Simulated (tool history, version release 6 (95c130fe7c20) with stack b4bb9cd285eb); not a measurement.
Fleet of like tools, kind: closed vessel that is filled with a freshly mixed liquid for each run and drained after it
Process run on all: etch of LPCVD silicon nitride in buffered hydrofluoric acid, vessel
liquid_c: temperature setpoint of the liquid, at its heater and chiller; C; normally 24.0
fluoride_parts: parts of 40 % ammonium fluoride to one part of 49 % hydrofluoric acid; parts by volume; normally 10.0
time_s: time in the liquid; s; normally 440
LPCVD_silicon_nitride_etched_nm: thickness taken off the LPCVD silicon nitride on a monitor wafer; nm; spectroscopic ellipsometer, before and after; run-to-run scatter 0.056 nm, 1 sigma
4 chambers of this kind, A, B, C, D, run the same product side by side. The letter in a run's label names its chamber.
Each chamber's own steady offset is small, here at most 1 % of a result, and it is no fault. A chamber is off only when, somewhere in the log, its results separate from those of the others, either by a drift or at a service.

run   hour  liquid_c  fluoride_parts  time_s  hours since the thermometer was replaced  hours since the hydrofluoric acid flow meter was replaced  read-back film thickness of the LPCVD silicon nitride reference wafer, read on the same gauge (nm)  LPCVD_silicon_nitride_etched_nm
       5.6  -- chamber C: thermometer replaced
 1A    9.1      24.0            10.0     440                                    1622.4                                                      112.3                                                                                              29.951                           6.0523
 2D   19.4      24.0            10.0     440                                    2127.0                                                     1111.1                                                                                              29.986                           6.0964
 3B   24.8      24.0            10.0     440                                     921.0                                                      575.1                                                                                              29.997                           5.9678
 4C   33.8      24.0            10.0     440                                      28.2                                                      369.4                                                                                              30.021                           6.0423
 5C   45.3      24.0             9.0     695                                      39.7                                                      380.9                                                                                              29.993                          10.3250
 6A   53.1      24.0             9.0     695                                    1666.4                                                      156.3                                                                                              30.017                          10.4070
 7B   59.7      24.0             9.0     695                                     955.9                                                      610.0                                                                                              29.985                          10.0730
 8D   66.0      24.0             9.0     695                                    2173.6                                                     1157.7                                                                                              29.999                          10.2870
 9C   76.3      24.0            10.0     440                                      70.7                                                      411.9                                                                                              29.980                           6.0812
10D   88.4      25.5            10.0     345                                    2196.0                                                     1180.1                                                                                              30.019                           5.2391
11A   98.4      25.5            10.0     345                                    1711.7                                                      201.6                                                                                              29.989                           5.1565
     108.5  -- chamber A: thermometer replaced
12B  109.2      25.5            10.0     345                                    1005.4                                                      659.5                                                                                              30.034                           5.0566
13A  115.8      25.5            10.0     345                                       7.4                                                      219.0                                                                                              30.024                           5.1779
14C  121.9      24.0            10.0     440                                     116.3                                                      457.5                                                                                              30.021                           6.1271
15B  129.3      24.0            10.0     440                                    1025.5                                                      679.6                                                                                              30.026                           5.9807
16D  137.1      24.0            10.0     440                                    2244.7                                                     1228.8                                                                                              29.958                           6.1259
17A  148.2      24.0            10.0     440                                      39.8                                                      251.4                                                                                              29.962                           6.2420
18C  154.0      24.0            10.0     440                                     148.4                                                      489.6                                                                                              29.970                           6.0698
19B  164.3      24.0            10.0     440                                    1060.5                                                      714.6                                                                                              30.014                           5.9948
     164.6  -- chamber B: hydrofluoric acid flow meter replaced
20D  176.1      24.0            10.0     440                                    2283.7                                                     1267.8                                                                                              29.965                           6.1488
21C  183.3      24.0            10.0     440                                     177.7                                                      518.9                                                                                              29.998                           6.1547
22B  191.7      29.0            10.0     645                                    1087.9                                                       27.1                                                                                              29.989                          11.4470
23A  203.4      29.0            10.0     645                                      95.0                                                      306.6                                                                                              29.965                          11.8570
24D  209.2      29.0            10.0     645                                    2316.8                                                     1300.9                                                                                              29.970                          11.5600
25D  219.9      29.0            10.0     645                                    2327.5                                                     1311.6                                                                                              29.989                          11.7730
26B  228.9      24.0            10.0     440                                    1125.1                                                       64.3                                                                                              29.991                           5.9822
27C  239.8      24.0            10.0     440                                     234.2                                                      575.4                                                                                              29.992                           6.2945
28A  247.2      24.0            10.0     440                                     138.8                                                      350.4                                                                                              30.009                           6.1080
29B  254.9      20.0            12.5     440                                    1151.1                                                       90.3                                                                                              30.009                           3.9060
30C  266.4      20.0            12.5     440                                     260.8                                                      602.0                                                                                              29.998                           4.1207
31D  272.1      20.0            12.5     440                                    2379.7                                                     1363.8                                                                                              30.013                           3.9304
32A  281.1      20.0            12.5     440                                     172.7                                                      384.3                                                                                              29.957                           3.9087
33D  288.8      24.0            10.0     440                                    2396.4                                                     1380.5                                                                                              29.992                           6.0718
34C  301.0      24.0            12.0     630                                     295.4                                                      636.6                                                                                              29.991                           7.7294
35B  310.2      24.0            12.0     630                                    1206.4                                                      145.6                                                                                              30.048                           7.1665
36A  320.6      24.0            12.0     630                                     212.2                                                      423.8                                                                                              29.988                           7.3432
37C  333.0      24.0            12.0     630                                     327.4                                                      668.6                                                                                              30.024                           7.7221
38A  340.1      24.0            10.0     440                                     231.7                                                      443.3                                                                                              30.002                           6.0699
39B  351.3      24.0            10.0     440                                    1247.5                                                      186.7                                                                                              30.026                           6.0473
40D  363.2      24.0            10.0     440                                    2470.8                                                     1454.9                                                                                              30.004                           6.0869
41A  369.6      24.0            10.0     440                                     261.2                                                      472.8                                                                                              29.970                           6.1611
42D  379.9      28.5            10.0     440                                    2487.5                                                     1471.6                                                                                              29.983                           7.7894

Has any chamber moved away from the others, gradually or after a service, or does the common gauge drift, or do the chambers differ only by their own small steady offsets? State the chamber and the most likely cause if one applies.

Chamber C drifts away from the others.
Likeliest cause: hydrofluoric acid flow above the setpoint (%) = 9.19.
Not necessarily distinguishable in this log from: liquid hotter than its thermometer reads (K).

Chamber C could run next with any of the 4 candidate recipes listed below; each alters the usual settings, and their results appear as question marks. Which one brings its results back in line with what the other chambers deliver on the usual settings?
In line here means within this much of the mean the other chambers give on the usual settings: LPCVD_silicon_nitride_etched_nm 0.2000 nm
43C-1  388.8      24.0            10.0     490                                                                                                                                                                                                                                         ?
43C-2  388.8      23.0            10.0     440                                                                                                                                                                                                                                         ?
43C-3  388.8      24.0            10.0     390                                                                                                                                                                                                                                         ?
43C-4  388.8      25.0            10.0     440                                                                                                                                                                                                                                         ?

The mean the other chambers reach with the usual settings: LPCVD_silicon_nitride_etched_nm 6.0810 nm
  run  LPCVD_silicon_nitride_etched_nm
43C-1                           7.2231
43C-2                           6.1341
43C-3                           5.7490
43C-4                           6.8555
The right change is 43C-2: it brings the chamber back within the allowed miss of the others.
